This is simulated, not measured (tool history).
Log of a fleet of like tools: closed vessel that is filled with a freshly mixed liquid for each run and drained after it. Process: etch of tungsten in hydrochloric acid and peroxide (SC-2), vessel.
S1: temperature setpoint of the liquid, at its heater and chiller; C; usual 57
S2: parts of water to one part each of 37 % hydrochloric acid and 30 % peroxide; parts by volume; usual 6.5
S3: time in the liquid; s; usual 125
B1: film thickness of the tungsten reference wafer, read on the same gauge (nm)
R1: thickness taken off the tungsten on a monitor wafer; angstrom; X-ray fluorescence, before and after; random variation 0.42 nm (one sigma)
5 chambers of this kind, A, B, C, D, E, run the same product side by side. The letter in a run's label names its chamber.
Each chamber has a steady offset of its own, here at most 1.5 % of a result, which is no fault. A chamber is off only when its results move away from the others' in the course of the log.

{"run": "1D", "hour": 3.0, "S1": 57, "S2": 6.5, "S3": 125, "B1": 30.009, "R1": 528.61}
{"run": "2A", "hour": 6.9, "S1": 57, "S2": 6.5, "S3": 125, "B1": 30.018, "R1": 515.97}
{"run": "3B", "hour": 9.9, "S1": 57, "S2": 6.5, "S3": 125, "B1": 30.007, "R1": 516.21}
{"run": "4C", "hour": 13.5, "S1": 57, "S2": 6.5, "S3": 125, "B1": 30.011, "R1": 517.91}
{"run": "5E", "hour": 16.6, "S1": 57, "S2": 6.5, "S3": 125, "B1": 30.013, "R1": 510.01}
{"run": "6D", "hour": 20.3, "S1": 60, "S2": 6.5, "S3": 55, "B1": 29.948, "R1": 280.23}
{"hour": 21.1, "done": "chamber A: chemicals flow meter replaced"}
{"run": "7C", "hour": 23.4, "S1": 60, "S2": 6.5, "S3": 55, "B1": 30.033, "R1": 275.06}
{"run": "8A", "hour": 25.6, "S1": 60, "S2": 6.5, "S3": 55, "B1": 29.998, "R1": 274.74}
{"run": "9E", "hour": 27.7, "S1": 60, "S2": 6.5, "S3": 55, "B1": 30.023, "R1": 270.36}
{"run": "10B", "hour": 31.5, "S1": 60, "S2": 6.5, "S3": 55, "B1": 30.041, "R1": 272.45}
{"run": "11E", "hour": 34.9, "S1": 57, "S2": 6.5, "S3": 125, "B1": 30.033, "R1": 519.46}
{"run": "12A", "hour": 38.8, "S1": 57, "S2": 6.5, "S3": 125, "B1": 29.984, "R1": 520.41}
{"run": "13C", "hour": 43.4, "S1": 57, "S2": 6.5, "S3": 125, "B1": 29.979, "R1": 519.51}
{"run": "14D", "hour": 45.5, "S1": 57, "S2": 6.5, "S3": 125, "B1": 30.026, "R1": 521.9}
{"run": "15B", "hour": 49.8, "S1": 57, "S2": 6.5, "S3": 125, "B1": 30.025, "R1": 513.36}
{"run": "16D", "hour": 52.8, "S1": 57, "S2": 6.5, "S3": 125, "B1": 30.026, "R1": 524.76}
{"run": "17A", "hour": 57.4, "S1": 57, "S2": 6.5, "S3": 125, "B1": 30.005, "R1": 514.92}
{"run": "18B", "hour": 61.7, "S1": 57, "S2": 6.5, "S3": 125, "B1": 30.042, "R1": 514.41}
{"run": "19E", "hour": 64.2, "S1": 57, "S2": 6.5, "S3": 125, "B1": 29.971, "R1": 523.33}
{"run": "20C", "hour": 68.8, "S1": 57, "S2": 8, "S3": 125, "B1": 29.977, "R1": 448.12}
{"run": "21E", "hour": 71.5, "S1": 57, "S2": 8, "S3": 125, "B1": 30.049, "R1": 437.4}
{"run": "22A", "hour": 75.0, "S1": 57, "S2": 8, "S3": 125, "B1": 29.965, "R1": 442.65}
{"run": "23C", "hour": 77.3, "S1": 57, "S2": 8, "S3": 125, "B1": 29.981, "R1": 441.61}
{"run": "24B", "hour": 80.3, "S1": 57, "S2": 8, "S3": 125, "B1": 30.033, "R1": 442.56}
{"run": "25D", "hour": 84.5, "S1": 66, "S2": 6.5, "S3": 55, "B1": 29.976, "R1": 397.51}
{"run": "26C", "hour": 87.8, "S1": 66, "S2": 6.5, "S3": 55, "B1": 30, "R1": 397}
{"run": "27E", "hour": 91.2, "S1": 66, "S2": 6.5, "S3": 55, "B1": 30.032, "R1": 412.79}
{"hour": 92.5, "done": "chamber E: thermometer replaced"}
{"run": "28A", "hour": 94.7, "S1": 66, "S2": 6.5, "S3": 55, "B1": 30.004, "R1": 398.15}
{"run": "29B", "hour": 98.1, "S1": 66, "S2": 6.5, "S3": 55, "B1": 30.006, "R1": 401.96}
{"run": "30D", "hour": 102.3, "S1": 65, "S2": 6.5, "S3": 125, "B1": 30.013, "R1": 842.25}
{"run": "31E", "hour": 105.5, "S1": 65, "S2": 6.5, "S3": 125, "B1": 30.029, "R1": 886.98}
{"run": "32A", "hour": 109.4, "S1": 65, "S2": 6.5, "S3": 125, "B1": 29.955, "R1": 845.52}
{"run": "33D", "hour": 111.9, "S1": 65, "S2": 6.5, "S3": 125, "B1": 29.954, "R1": 852.62}
{"run": "34C", "hour": 114.1, "S1": 65, "S2": 6.5, "S3": 125, "B1": 30.021, "R1": 861.82}
{"run": "35B", "hour": 117.1, "S1": 57, "S2": 6.5, "S3": 125, "B1": 29.971, "R1": 516.03}
{"run": "36A", "hour": 120.1, "S1": 57, "S2": 6.5, "S3": 125, "B1": 29.987, "R1": 517.65}
{"run": "37B", "hour": 124.3, "S1": 57, "S2": 6.5, "S3": 125, "B1": 30.033, "R1": 517.75}
{"run": "38E", "hour": 128.7, "S1": 57, "S2": 6.5, "S3": 125, "B1": 30.027, "R1": 542.96}

What goes on in this fleet: one chamber off, a drifting gauge, or nothing beyond the chambers' own small offsets? Name the chamber and the cause, if any.

Chamber E drifts away from the others.
Cause: chemicals flow above the setpoint (%) = 8.04.

Here are 4 candidates for chamber E's next run, each the usual settings with a change, their results left as question marks. Which one brings its results back in line with what the others give on the usual settings?
In line means no further than this from the other chambers' mean on the usual settings: R1 15 angstrom
{"run": "39E-1", "hour": 132.0, "S1": 57, "S2": 6, "S3": 125, "R1": "?"}
{"run": "39E-2", "hour": 132.0, "S1": 57, "S2": 6.5, "S3": 140, "R1": "?"}
{"run": "39E-3", "hour": 132.0, "S1": 57, "S2": 7, "S3": 125, "R1": "?"}
{"run": "39E-4", "hour": 132.0, "S1": 56, "S2": 6.5, "S3": 120, "R1": "?"}

The other chambers' mean on the usual settings: R1 518.64 angstrom
run=39E-1 R1=580.8
run=39E-2 R1=612.76
run=39E-3 R1=517.05
run=39E-4 R1=492.63
39E-3 brings the chamber back in line.
